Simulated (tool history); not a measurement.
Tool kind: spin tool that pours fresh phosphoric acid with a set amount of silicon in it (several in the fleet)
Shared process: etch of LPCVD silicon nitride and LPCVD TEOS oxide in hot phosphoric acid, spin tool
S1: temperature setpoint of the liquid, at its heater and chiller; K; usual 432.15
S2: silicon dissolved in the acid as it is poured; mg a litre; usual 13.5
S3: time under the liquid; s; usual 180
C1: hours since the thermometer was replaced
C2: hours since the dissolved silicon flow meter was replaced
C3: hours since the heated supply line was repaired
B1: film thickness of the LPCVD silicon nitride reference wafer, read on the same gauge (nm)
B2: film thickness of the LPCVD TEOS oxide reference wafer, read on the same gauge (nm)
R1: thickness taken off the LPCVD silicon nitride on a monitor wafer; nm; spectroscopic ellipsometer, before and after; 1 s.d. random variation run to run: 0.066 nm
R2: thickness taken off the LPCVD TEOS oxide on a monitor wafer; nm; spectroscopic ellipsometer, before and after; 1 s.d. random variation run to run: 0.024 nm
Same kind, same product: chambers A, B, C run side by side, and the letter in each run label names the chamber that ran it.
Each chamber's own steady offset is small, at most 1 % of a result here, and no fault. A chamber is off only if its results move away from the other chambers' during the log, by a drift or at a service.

run 1A hour=8.0 | S1=432.15 S2=13.5 S3=180 | C1=296.6 C2=433.2 C3=1181.2 | B1=29.953 B2=30.022 | R1=16.197 R2=0.68471
run 2C hour=16.6 | S1=432.15 S2=13.5 S3=180 | C1=2240.4 C2=1042.1 C3=2795.8 | B1=29.990 B2=30.013 | R1=15.978 R2=0.69617
run 3B hour=22.3 | S1=432.15 S2=13.5 S3=180 | C1=1336.1 C2=1278.9 C3=746.5 | B1=30.004 B2=29.959 | R1=16.223 R2=0.62472
-- hour=23.5 chamber B: dissolved silicon flow meter replaced
run 4C hour=27.5 | S1=432.15 S2=13.5 S3=180 | C1=2251.3 C2=1053.0 C3=2806.7 | B1=30.021 B2=30.016 | R1=16.056 R2=0.63444
run 5A hour=39.2 | S1=432.15 S2=13.5 S3=180 | C1=327.8 C2=464.4 C3=1212.4 | B1=29.966 B2=29.978 | R1=16.030 R2=0.61244
run 6B hour=44.7 | S1=432.15 S2=13.5 S3=180 | C1=1358.5 C2=21.3 C3=768.9 | B1=30.004 B2=30.006 | R1=16.273 R2=0.69228
run 7B hour=50.4 | S1=432.15 S2=13.5 S3=180 | C1=1364.2 C2=27.0 C3=774.6 | B1=30.027 B2=29.997 | R1=16.128 R2=0.64835
run 8A hour=61.3 | S1=432.15 S2=13.5 S3=180 | C1=349.9 C2=486.5 C3=1234.5 | B1=29.990 B2=30.027 | R1=16.034 R2=0.68815
run 9C hour=66.4 | S1=432.15 S2=13.5 S3=180 | C1=2290.2 C2=1091.9 C3=2845.6 | B1=30.033 B2=29.999 | R1=16.034 R2=0.66019
-- hour=67.9 chamber A: heated supply line repaired
run 10C hour=73.5 | S1=432.15 S2=13.5 S3=130 | C1=2297.3 C2=1099.0 C3=2852.7 | B1=29.975 B2=29.981 | R1=11.606 R2=0.47537
run 11A hour=83.9 | S1=432.15 S2=13.5 S3=130 | C1=372.5 C2=509.1 C3=16.1 | B1=30.001 B2=29.975 | R1=11.537 R2=0.48539
run 12B hour=91.2 | S1=432.15 S2=13.5 S3=130 | C1=1405.0 C2=67.8 C3=815.4 | B1=30.008 B2=29.971 | R1=11.752 R2=0.48486
run 13C hour=102.9 | S1=432.15 S2=13.5 S3=180 | C1=2326.7 C2=1128.4 C3=2882.1 | B1=29.982 B2=29.978 | R1=16.023 R2=0.63807
run 14A hour=111.8 | S1=432.15 S2=13.5 S3=180 | C1=400.4 C2=537.0 C3=44.0 | B1=29.965 B2=29.971 | R1=16.124 R2=0.68296
run 15B hour=117.4 | S1=432.15 S2=13.5 S3=180 | C1=1431.2 C2=94.0 C3=841.6 | B1=30.018 B2=30.018 | R1=16.173 R2=0.68876
run 16B hour=127.9 | S1=432.15 S2=13.5 S3=180 | C1=1441.7 C2=104.5 C3=852.1 | B1=29.988 B2=30.005 | R1=16.359 R2=0.66709
-- hour=130.4 chamber C: thermometer replaced
run 17A hour=138.3 | S1=432.15 S2=17.5 S3=180 | C1=426.9 C2=563.5 C3=70.5 | B1=30.002 B2=30.024 | R1=16.086 R2=0.60356
run 18C hour=148.7 | S1=432.15 S2=17.5 S3=180 | C1=18.3 C2=1174.2 C3=2927.9 | B1=29.945 B2=29.975 | R1=16.121 R2=0.58785
run 19A hour=159.8 | S1=432.15 S2=17.5 S3=180 | C1=448.4 C2=585.0 C3=92.0 | B1=30.019 B2=29.975 | R1=16.049 R2=0.61510
run 20C hour=168.0 | S1=432.15 S2=13.5 S3=180 | C1=37.6 C2=1193.5 C3=2947.2 | B1=29.998 B2=29.987 | R1=16.002 R2=0.67970
run 21B hour=176.3 | S1=432.15 S2=13.5 S3=180 | C1=1490.1 C2=152.9 C3=900.5 | B1=29.994 B2=30.023 | R1=16.247 R2=0.69018
run 22C hour=185.6 | S1=432.15 S2=13.5 S3=180 | C1=55.2 C2=1211.1 C3=2964.8 | B1=29.983 B2=29.993 | R1=16.133 R2=0.68206
run 23A hour=195.6 | S1=432.15 S2=13.5 S3=180 | C1=484.2 C2=620.8 C3=127.8 | B1=29.978 B2=29.987 | R1=15.966 R2=0.72136
-- hour=204.8 chamber B: thermometer replaced
run 24B hour=205.2 | S1=435.15 S2=13.5 S3=285 | C1=0.4 C2=181.8 C3=929.4 | B1=29.982 B2=30.018 | R1=28.370 R2=1.35670
run 25C hour=214.9 | S1=435.15 S2=13.5 S3=285 | C1=84.5 C2=1240.4 C3=2994.1 | B1=30.008 B2=30.040 | R1=28.257 R2=1.23140
run 26A hour=221.0 | S1=435.15 S2=13.5 S3=285 | C1=509.6 C2=646.2 C3=153.2 | B1=30.021 B2=30.029 | R1=28.073 R2=1.25070
run 27B hour=229.5 | S1=431.15 S2=13.5 S3=145 | C1=24.7 C2=206.1 C3=953.7 | B1=30.013 B2=29.991 | R1=12.618 R2=0.47999
run 28C hour=236.1 | S1=431.15 S2=13.5 S3=145 | C1=105.7 C2=1261.6 C3=3015.3 | B1=29.994 B2=29.943 | R1=12.503 R2=0.48940
run 29A hour=245.5 | S1=431.15 S2=13.5 S3=145 | C1=534.1 C2=670.7 C3=177.7 | B1=29.994 B2=30.012 | R1=12.519 R2=0.50362
run 30B hour=254.7 | S1=432.15 S2=13.5 S3=180 | C1=49.9 C2=231.3 C3=978.9 | B1=30.041 B2=30.024 | R1=16.203 R2=0.64348

Is one chamber off against the others, does the gauge drift, or is nothing wrong? If a chamber is off, say which, and what the likeliest cause is.

All chambers stay in line apart from their small fixed offsets, and the gauge does not drift.
